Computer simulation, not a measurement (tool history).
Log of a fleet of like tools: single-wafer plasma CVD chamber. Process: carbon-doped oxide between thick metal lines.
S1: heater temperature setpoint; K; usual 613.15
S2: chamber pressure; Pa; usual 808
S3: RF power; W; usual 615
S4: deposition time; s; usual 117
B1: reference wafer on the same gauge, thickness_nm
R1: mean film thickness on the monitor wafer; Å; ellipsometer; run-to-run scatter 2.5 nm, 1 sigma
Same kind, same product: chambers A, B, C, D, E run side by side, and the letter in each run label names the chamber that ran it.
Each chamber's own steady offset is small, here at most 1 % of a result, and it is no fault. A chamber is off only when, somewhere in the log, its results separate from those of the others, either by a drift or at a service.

| run | hour | S1 | S2 | S3 | S4 | B1 | R1 |
|---|---|---|---|---|---|---|---|
| 1D | 6.5 | 613.15 | 808 | 615 | 117 | 727.21 | 7065.0 |
| 2E | 13.1 | 613.15 | 808 | 615 | 117 | 727.33 | 7049.1 |
| 3A | 16.0 | 613.15 | 808 | 615 | 117 | 726.54 | 7009.9 |
| 4C | 20.8 | 613.15 | 808 | 615 | 117 | 727.69 | 7070.3 |
| 5B | 26.1 | 613.15 | 808 | 615 | 117 | 727.25 | 7109.0 |
| 6D | 29.2 | 613.15 | 808 | 615 | 117 | 727.35 | 7064.4 |
| 7E | 35.6 | 613.15 | 808 | 615 | 117 | 726.76 | 7029.1 |
| 8C | 38.7 | 613.15 | 808 | 615 | 117 | 727.06 | 7074.6 |
| 9B | 42.2 | 613.15 | 956 | 655 | 117 | 727.15 | 7505.9 |
| 10A | 47.2 | 613.15 | 956 | 655 | 117 | 727.10 | 7483.7 |
| 11B | 50.6 | 613.15 | 956 | 655 | 117 | 727.54 | 7490.3 |
|  | 54.4 | chamber E: capacitance manometer re-zeroed and calibrated |
| 12E | 57.0 | 613.15 | 956 | 655 | 117 | 727.10 | 7464.1 |
| 13C | 62.2 | 613.15 | 956 | 655 | 117 | 727.21 | 7463.2 |
| 14D | 66.8 | 613.15 | 808 | 615 | 117 | 726.22 | 7039.9 |
| 15A | 70.0 | 613.15 | 808 | 615 | 117 | 726.76 | 7043.1 |
| 16A | 73.7 | 613.15 | 868 | 615 | 134 | 726.77 | 8174.4 |
| 17E | 80.3 | 613.15 | 868 | 615 | 134 | 727.80 | 8172.7 |
| 18D | 84.8 | 613.15 | 868 | 615 | 134 | 726.80 | 8157.4 |
| 19B | 90.5 | 613.15 | 868 | 615 | 134 | 727.10 | 8155.5 |
| 20C | 95.8 | 613.15 | 868 | 615 | 134 | 727.00 | 8218.2 |
| 21A | 99.5 | 613.15 | 948 | 615 | 133 | 726.34 | 8135.5 |
| 22C | 103.5 | 613.15 | 948 | 615 | 133 | 727.58 | 8151.1 |
| 23B | 107.7 | 613.15 | 948 | 615 | 133 | 727.56 | 8162.3 |
| 24E | 113.8 | 613.15 | 948 | 615 | 133 | 727.25 | 8160.7 |
| 25D | 117.1 | 613.15 | 948 | 615 | 133 | 726.73 | 8192.4 |
| 26E | 121.3 | 613.15 | 808 | 615 | 117 | 727.22 | 7023.7 |
| 27B | 124.8 | 613.15 | 808 | 615 | 117 | 727.45 | 7120.3 |
| 28D | 131.1 | 613.15 | 808 | 615 | 117 | 727.31 | 7063.7 |
| 29A | 136.1 | 613.15 | 808 | 615 | 117 | 726.91 | 7077.1 |
| 30C | 140.8 | 613.15 | 808 | 615 | 117 | 726.87 | 7110.0 |
|  | 144.1 | chamber E: RF generator calibrated |
| 31A | 146.7 | 603.15 | 808 | 615 | 117 | 727.18 | 7331.2 |
| 32C | 149.5 | 603.15 | 808 | 615 | 117 | 726.89 | 7277.8 |
| 33D | 154.2 | 603.15 | 808 | 615 | 117 | 726.17 | 7309.4 |
| 34B | 160.0 | 603.15 | 808 | 615 | 117 | 727.51 | 7299.8 |
| 35E | 162.9 | 603.15 | 808 | 615 | 117 | 726.52 | 7259.4 |
| 36C | 167.7 | 613.15 | 808 | 615 | 117 | 727.23 | 7108.7 |

Does one chamber stand apart from the rest, does the shared gauge drift, or is all well apart from small per-chamber offsets? Give the chamber and the most likely cause, where there is one.

Neither any chamber nor the gauge drifts; the chambers differ only by their own small, steady offsets.

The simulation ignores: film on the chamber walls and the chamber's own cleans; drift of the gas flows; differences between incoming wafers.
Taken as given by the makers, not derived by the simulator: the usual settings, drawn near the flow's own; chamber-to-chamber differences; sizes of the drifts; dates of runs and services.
